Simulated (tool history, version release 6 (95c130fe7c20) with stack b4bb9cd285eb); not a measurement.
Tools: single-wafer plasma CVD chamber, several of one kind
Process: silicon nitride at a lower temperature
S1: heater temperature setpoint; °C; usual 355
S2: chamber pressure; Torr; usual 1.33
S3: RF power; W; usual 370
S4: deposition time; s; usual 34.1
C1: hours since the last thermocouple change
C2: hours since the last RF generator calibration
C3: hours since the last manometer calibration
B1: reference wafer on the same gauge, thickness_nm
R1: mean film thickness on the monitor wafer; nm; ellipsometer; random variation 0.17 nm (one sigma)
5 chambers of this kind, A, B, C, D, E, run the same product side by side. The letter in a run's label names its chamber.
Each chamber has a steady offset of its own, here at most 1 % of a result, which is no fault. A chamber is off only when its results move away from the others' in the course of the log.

{"run": "1D", "hour": 7.5, "S1": 355, "S2": 1.33, "S3": 370, "S4": 34.1, "C1": 854.8, "C2": 247.1, "C3": 1165.2, "B1": 36.266, "R1": 43.64}
{"run": "2A", "hour": 13.7, "S1": 355, "S2": 1.33, "S3": 370, "S4": 34.1, "C1": 261.1, "C2": 128.9, "C3": 727.4, "B1": 36.319, "R1": 43.838}
{"run": "3B", "hour": 18.4, "S1": 355, "S2": 1.33, "S3": 370, "S4": 34.1, "C1": 318.0, "C2": 1172.1, "C3": 1161.1, "B1": 36.308, "R1": 43.537}
{"run": "4C", "hour": 25.6, "S1": 355, "S2": 1.33, "S3": 370, "S4": 34.1, "C1": 257.2, "C2": 2463.6, "C3": 466.5, "B1": 36.318, "R1": 43.207}
{"run": "5E", "hour": 34.8, "S1": 355, "S2": 1.33, "S3": 370, "S4": 34.1, "C1": 894.2, "C2": 484.3, "C3": 1442.0, "B1": 36.299, "R1": 43.435}
{"run": "6A", "hour": 39.6, "S1": 355, "S2": 1.33, "S3": 370, "S4": 34.1, "C1": 287.0, "C2": 154.8, "C3": 753.3, "B1": 36.284, "R1": 43.689}
{"run": "7C", "hour": 44.4, "S1": 355, "S2": 1.33, "S3": 370, "S4": 34.1, "C1": 276.0, "C2": 2482.4, "C3": 485.3, "B1": 36.292, "R1": 43.611}
{"run": "8D", "hour": 50.5, "S1": 355, "S2": 1.33, "S3": 370, "S4": 34.1, "C1": 897.8, "C2": 290.1, "C3": 1208.2, "B1": 36.278, "R1": 43.458}
{"hour": 58.0, "done": "chamber C: RF generator calibrated"}
{"run": "9B", "hour": 58.9, "S1": 355, "S2": 1.33, "S3": 370, "S4": 34.1, "C1": 358.5, "C2": 1212.6, "C3": 1201.6, "B1": 36.304, "R1": 43.831}
{"run": "10E", "hour": 68.8, "S1": 355, "S2": 1.33, "S3": 370, "S4": 34.1, "C1": 928.2, "C2": 518.3, "C3": 1476.0, "B1": 36.281, "R1": 42.974}
{"run": "11C", "hour": 75.3, "S1": 355, "S2": 1.33, "S3": 370, "S4": 34.1, "C1": 306.9, "C2": 17.4, "C3": 516.2, "B1": 36.273, "R1": 43.21}
{"run": "12D", "hour": 80.4, "S1": 355, "S2": 1.33, "S3": 370, "S4": 34.1, "C1": 927.7, "C2": 320.0, "C3": 1238.1, "B1": 36.291, "R1": 43.408}
{"run": "13B", "hour": 85.2, "S1": 355, "S2": 1.33, "S3": 370, "S4": 34.1, "C1": 384.8, "C2": 1238.9, "C3": 1227.9, "B1": 36.316, "R1": 43.634}
{"run": "14A", "hour": 91.8, "S1": 355, "S2": 1.33, "S3": 370, "S4": 34.1, "C1": 339.2, "C2": 207.0, "C3": 805.5, "B1": 36.271, "R1": 43.622}
{"run": "15E", "hour": 101.4, "S1": 355, "S2": 1.33, "S3": 370, "S4": 34.1, "C1": 960.8, "C2": 550.9, "C3": 1508.6, "B1": 36.252, "R1": 42.78}
{"run": "16E", "hour": 109.6, "S1": 355, "S2": 1.33, "S3": 370, "S4": 34.1, "C1": 969.0, "C2": 559.1, "C3": 1516.8, "B1": 36.292, "R1": 43.272}
{"run": "17A", "hour": 118.1, "S1": 355, "S2": 1.33, "S3": 370, "S4": 34.1, "C1": 365.5, "C2": 233.3, "C3": 831.8, "B1": 36.3, "R1": 43.579}
{"run": "18D", "hour": 122.6, "S1": 355, "S2": 1.33, "S3": 370, "S4": 34.1, "C1": 969.9, "C2": 362.2, "C3": 1280.3, "B1": 36.307, "R1": 43.633}
{"run": "19B", "hour": 127.5, "S1": 355, "S2": 1.33, "S3": 370, "S4": 34.1, "C1": 427.1, "C2": 1281.2, "C3": 1270.2, "B1": 36.314, "R1": 43.414}
{"run": "20C", "hour": 132.6, "S1": 355, "S2": 1.47, "S3": 300, "S4": 34.1, "C1": 364.2, "C2": 74.7, "C3": 573.5, "B1": 36.295, "R1": 38.617}
{"run": "21C", "hour": 139.3, "S1": 355, "S2": 1.47, "S3": 300, "S4": 34.1, "C1": 370.9, "C2": 81.4, "C3": 580.2, "B1": 36.291, "R1": 38.531}
{"hour": 139.9, "done": "chamber E: thermocouple changed; heater temperature recalibrated"}
{"run": "22D", "hour": 144.7, "S1": 355, "S2": 1.47, "S3": 300, "S4": 34.1, "C1": 992.0, "C2": 384.3, "C3": 1302.4, "B1": 36.32, "R1": 39.08}
{"run": "23B", "hour": 149.3, "S1": 355, "S2": 1.47, "S3": 300, "S4": 34.1, "C1": 448.9, "C2": 1303.0, "C3": 1292.0, "B1": 36.305, "R1": 38.948}
{"run": "24E", "hour": 158.4, "S1": 355, "S2": 1.47, "S3": 300, "S4": 34.1, "C1": 18.5, "C2": 607.9, "C3": 1565.6, "B1": 36.328, "R1": 38.457}
{"run": "25A", "hour": 163.0, "S1": 355, "S2": 1.33, "S3": 370, "S4": 34.1, "C1": 410.4, "C2": 278.2, "C3": 876.7, "B1": 36.26, "R1": 43.59}
{"run": "26B", "hour": 169.5, "S1": 355, "S2": 1.33, "S3": 370, "S4": 34.1, "C1": 469.1, "C2": 1323.2, "C3": 1312.2, "B1": 36.305, "R1": 43.486}
{"run": "27E", "hour": 179.2, "S1": 355, "S2": 1.33, "S3": 370, "S4": 34.1, "C1": 39.3, "C2": 628.7, "C3": 1586.4, "B1": 36.314, "R1": 43.065}
{"run": "28A", "hour": 188.2, "S1": 355, "S2": 1.33, "S3": 370, "S4": 34.1, "C1": 435.6, "C2": 303.4, "C3": 901.9, "B1": 36.277, "R1": 43.612}
{"run": "29D", "hour": 194.6, "S1": 355, "S2": 1.33, "S3": 370, "S4": 34.1, "C1": 1041.9, "C2": 434.2, "C3": 1352.3, "B1": 36.315, "R1": 43.666}
{"run": "30C", "hour": 204.0, "S1": 355, "S2": 1.33, "S3": 370, "S4": 34.1, "C1": 435.6, "C2": 146.1, "C3": 644.9, "B1": 36.314, "R1": 43.378}
{"run": "31C", "hour": 209.3, "S1": 355, "S2": 1.33, "S3": 370, "S4": 34.1, "C1": 440.9, "C2": 151.4, "C3": 650.2, "B1": 36.28, "R1": 43.545}
{"run": "32B", "hour": 214.9, "S1": 355, "S2": 1.33, "S3": 370, "S4": 34.1, "C1": 514.5, "C2": 1368.6, "C3": 1357.6, "B1": 36.294, "R1": 43.167}
{"run": "33A", "hour": 219.9, "S1": 355, "S2": 1.33, "S3": 370, "S4": 34.1, "C1": 467.3, "C2": 335.1, "C3": 933.6, "B1": 36.303, "R1": 43.585}
{"run": "34E", "hour": 224.8, "S1": 355, "S2": 1.33, "S3": 370, "S4": 34.1, "C1": 84.9, "C2": 674.3, "C3": 1632.0, "B1": 36.334, "R1": 42.884}
{"run": "35D", "hour": 230.0, "S1": 355, "S2": 1.33, "S3": 370, "S4": 34.1, "C1": 1077.3, "C2": 469.6, "C3": 1387.7, "B1": 36.323, "R1": 43.458}

Next, every chamber runs the same settings. What will each give?
{"run": "36A", "hour": 237.2, "S1": 355, "S2": 1.33, "S3": 440, "S4": 34.1, "R1": "?"}
{"run": "36B", "hour": 237.2, "S1": 355, "S2": 1.33, "S3": 440, "S4": 34.1, "R1": "?"}
{"run": "36C", "hour": 237.2, "S1": 355, "S2": 1.33, "S3": 440, "S4": 34.1, "R1": "?"}
{"run": "36D", "hour": 237.2, "S1": 355, "S2": 1.33, "S3": 440, "S4": 34.1, "R1": "?"}
{"run": "36E", "hour": 237.2, "S1": 355, "S2": 1.33, "S3": 440, "S4": 34.1, "R1": "?"}

run=36A R1=48.126
run=36B R1=48.651
run=36C R1=48.156
run=36D R1=48.375
run=36E R1=48.361

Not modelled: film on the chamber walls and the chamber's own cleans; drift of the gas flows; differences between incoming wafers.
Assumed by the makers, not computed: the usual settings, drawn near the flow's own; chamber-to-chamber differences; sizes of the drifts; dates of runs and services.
